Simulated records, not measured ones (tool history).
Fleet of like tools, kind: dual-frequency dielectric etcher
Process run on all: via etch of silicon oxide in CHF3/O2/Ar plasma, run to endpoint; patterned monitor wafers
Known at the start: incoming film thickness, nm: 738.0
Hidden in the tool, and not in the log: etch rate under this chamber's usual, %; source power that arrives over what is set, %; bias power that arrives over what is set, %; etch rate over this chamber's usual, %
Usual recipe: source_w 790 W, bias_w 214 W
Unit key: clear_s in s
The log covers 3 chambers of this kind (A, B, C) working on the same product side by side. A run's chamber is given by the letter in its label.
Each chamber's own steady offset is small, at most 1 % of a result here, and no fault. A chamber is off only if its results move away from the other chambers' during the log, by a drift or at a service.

run    day  source_w  bias_w  hours since the last wet clean  hours since the last source power generator calibration  hours since the last bias power generator calibration  clear_s
 1C  0.171       790     214                           508.9                                                     1856                                                   1225   315.36
 2B  0.429       790     214                           167.7                                                   1285.2                                                   1602   317.08
 3A  0.746       790     214                           309.4                                                    906.5                                                  838.9    316.5
 4B  0.917       790     214                           179.4                                                   1296.9                                                 1613.7   315.41
 5A  1.088       790     214                           317.6                                                    914.7                                                  847.1   316.99
     1.196  -- chamber C: wet clean of the chamber
 6C  1.296       790     214                             2.5                                                     1883                                                   1252   317.05
 7B  1.612       790     214                           196.1                                                   1313.6                                                 1630.4   315.16
 8A  1.875       790     214                           336.5                                                    933.6                                                    866   318.71
 9C  2.183       890     214                            23.8                                                   1904.3                                                 1273.3   304.03
10B  2.471       890     214                           216.7                                                   1334.2                                                   1651   301.58
11A  2.788       890     214                           358.4                                                    955.5                                                  887.9      306
12C  3.008       990     183                            43.6                                                   1924.1                                                 1293.1   309.09
13A  3.196       990     183                           368.2                                                    965.3                                                  897.7   311.68
14B  3.488       990     183                           241.1                                                   1358.6                                                 1675.4   303.83
15C   3.75       680     174                            61.4                                                   1941.9                                                 1310.9   360.14
16B  4.075       680     174                           255.2                                                   1372.7                                                 1689.5   360.43
17C  4.354       680     174                            75.9                                                   1956.4                                                 1325.4   359.33
18A    4.6       790     214                           401.9                                                      999                                                  931.4   328.09
19A  4.854       790     214                             408                                                   1005.1                                                  937.5   328.64
20C  5.088       790     214                            93.5                                                     1974                                                   1343   318.63
21B  5.388       790     214                           286.7                                                   1404.2                                                   1721   313.38

The same settings go to every chamber for the next run, one line per chamber below. Forecast the results for each:
22A  5.621       640     214                                                                                                                                                        ?
22B  5.621       640     214                                                                                                                                                        ?
22C  5.621       640     214                                                                                                                                                        ?

run  clear_s
22A   359.72
22B   338.43
22C   342.12

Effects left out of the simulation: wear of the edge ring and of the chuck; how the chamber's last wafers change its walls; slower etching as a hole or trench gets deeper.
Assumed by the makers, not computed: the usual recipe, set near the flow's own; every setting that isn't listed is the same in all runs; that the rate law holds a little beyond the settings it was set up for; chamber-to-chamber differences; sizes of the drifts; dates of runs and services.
